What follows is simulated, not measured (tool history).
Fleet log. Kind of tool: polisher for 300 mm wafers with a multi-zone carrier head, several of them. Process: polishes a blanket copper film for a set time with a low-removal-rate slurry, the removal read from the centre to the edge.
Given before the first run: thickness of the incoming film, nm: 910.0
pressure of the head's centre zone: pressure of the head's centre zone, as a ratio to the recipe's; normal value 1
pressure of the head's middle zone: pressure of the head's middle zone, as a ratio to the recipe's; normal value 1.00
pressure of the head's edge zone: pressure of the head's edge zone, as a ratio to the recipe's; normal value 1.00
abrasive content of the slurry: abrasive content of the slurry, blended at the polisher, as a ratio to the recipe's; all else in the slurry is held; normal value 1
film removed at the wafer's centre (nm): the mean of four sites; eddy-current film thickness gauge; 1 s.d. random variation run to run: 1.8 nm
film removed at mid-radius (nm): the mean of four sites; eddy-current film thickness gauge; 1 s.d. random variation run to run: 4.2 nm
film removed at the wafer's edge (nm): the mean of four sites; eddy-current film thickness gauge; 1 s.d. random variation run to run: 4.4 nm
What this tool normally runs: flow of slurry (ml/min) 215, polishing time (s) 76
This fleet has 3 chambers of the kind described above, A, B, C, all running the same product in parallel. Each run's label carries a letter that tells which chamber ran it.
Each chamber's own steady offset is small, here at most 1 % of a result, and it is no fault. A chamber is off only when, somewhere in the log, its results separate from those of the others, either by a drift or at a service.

run	hour	flow of slurry (ml/min)	pressure of the head's centre zone	pressure of the head's middle zone	pressure of the head's edge zone	abrasive content of the slurry	polishing time (s)	wafers polished on this pad	hours since the slurry nozzle was cleaned	hours since the centre zone pressure was calibrated	hours since the edge zone pressure was calibrated	film removed at the wafer's centre (nm)	film removed at mid-radius (nm)	film removed at the wafer's edge (nm)
# hour 1.0: chamber B: worn pad replaced by a new one
1C	4.0	215	1	1.00	1.00	1	76	1165	266.2	827.7	569.8	300.51	304.62	306.37
2A	11.7	215	1	1.00	1.00	1	76	194	414.0	381.3	679.2	300.04	306.48	306.98
3B	18.8	215	1	1.00	1.00	1	76	208	613.4	684.4	825.5	301.00	310.60	301.79
4B	27.8	215	1	1.00	1.00	1	76	313	622.4	693.4	834.5	300.34	304.34	307.14
# hour 29.2: chamber C: worn pad replaced by a new one
5A	35.3	215	1	1.00	1.00	1	93	469	437.6	404.9	702.8	366.75	372.73	365.90
6C	42.5	215	1	1.00	1.00	1	93	155	304.7	866.2	608.3	369.48	372.43	381.48
# hour 44.7: chamber A: worn pad replaced by a new one
7C	48.5	215	1	1.00	1.00	1	93	226	310.7	872.2	614.3	370.99	362.43	370.17
8B	53.2	215	1	1.00	1.00	1	76	609	647.8	718.8	859.9	301.95	300.18	307.69
9A	61.3	215	1	0.92	1.00	1	96	194	463.6	430.9	728.8	380.05	356.59	377.48
10B	70.7	215	1	0.92	1.00	1	96	814	665.3	736.3	877.4	381.07	350.06	375.55
11A	78.7	215	1	0.92	1.00	1	96	397	481.0	448.3	746.2	381.76	356.05	373.96
12C	85.9	215	1	1.00	1.00	1	76	662	348.1	909.6	651.7	304.23	301.22	306.84
# hour 86.8: chamber B: worn pad replaced by a new one
# hour 88.5: chamber C: edge zone pressure recalibrated
13A	94.7	215	1	0.96	1.09	1	76	584	497.0	464.3	762.2	300.63	284.59	319.32
14B	99.8	215	1	0.96	1.09	1	76	151	694.4	765.4	906.5	303.75	290.76	319.58
# hour 101.6: chamber A: slurry nozzle cleaned
# hour 102.7: chamber B: centre zone pressure recalibrated
# hour 106.0: chamber A: worn pad replaced by a new one
15C	108.8	215	1	0.96	1.09	1	76	930	371.0	932.5	20.4	299.50	292.50	303.77
16C	115.9	215	1	1.00	1.00	1	76	1012	378.1	939.6	27.5	301.04	300.11	295.06
17B	124.1	215	1	1.00	1.00	1	76	435	718.7	21.4	930.8	285.28	304.66	301.86
18A	132.6	215	1	1.00	1.00	1	76	311	31.0	502.2	800.1	300.01	299.13	305.04
# hour 139.4: chamber C: worn pad replaced by a new one
19C	140.9	215	1	1.00	1.00	1	76	18	403.1	964.6	52.5	300.01	300.68	293.75
20B	146.8	215	1	1.00	1.00	1	76	700	741.4	44.1	953.5	285.09	311.60	300.72
21A	153.5	215	1	1.00	1.00	1	76	555	51.9	523.1	821.0	299.29	304.75	297.47
22C	159.7	215	1	1.00	1.00	1	76	237	421.9	983.4	71.3	299.70	297.13	304.84
23B	165.0	215	1	1.00	1.00	1	76	913	759.6	62.3	971.7	287.90	297.99	307.08
# hour 167.4: chamber A: worn pad replaced by a new one
# hour 171.3: chamber B: worn pad replaced by a new one
24A	172.5	215	1	1.00	1.00	1	76	60	70.9	542.1	840.0	298.90	301.41	306.39
25B	181.9	215	1	1.11	1.00	1	76	123	776.5	79.2	988.6	282.25	340.16	307.93
26A	190.9	215	1	1.11	1.00	1	76	275	89.3	560.5	858.4	303.78	330.66	304.49

Has any chamber moved away from the others, gradually or after a service, or does the common gauge drift, or do the chambers differ only by their own small steady offsets? State the chamber and the most likely cause if one applies.

A service on chamber B put it out of line with the rest.
What lies behind it: centre zone's pressure below its setpoint, % = 5.16.

Below are 4 candidate recipes for chamber B's next run, each the usual settings with a change, their results shown as question marks. Which of them brings B's results back in line with what the other chambers give on the usual settings?
In-line tolerance around the mean of the other chambers on the usual settings: film removed at the wafer's centre (nm) 6.40; film removed at mid-radius (nm) 15.00; film removed at the wafer's edge (nm) 15.00
27B-1	197.6	215	1.01	1.00	1.00	1	76					?	?	?
27B-2	197.6	215	0.99	1.00	1.00	1	76					?	?	?
27B-3	197.6	210	0.95	1.02	1.01	1	76					?	?	?
27B-4	197.6	220	1.05	0.98	0.99	1	76					?	?	?

Other chambers, usual settings, mean: film removed at the wafer's centre (nm) 300.81; film removed at mid-radius (nm) 300.68; film removed at the wafer's edge (nm) 299.75
run	film removed at the wafer's centre (nm)	film removed at mid-radius (nm)	film removed at the wafer's edge (nm)
27B-1	288.67	303.85	302.36
27B-2	282.45	303.88	302.36
27B-3	269.06	308.48	303.12
27B-4	302.11	299.17	301.55
Change 27B-4 lands the chamber within the allowed miss of the other chambers.
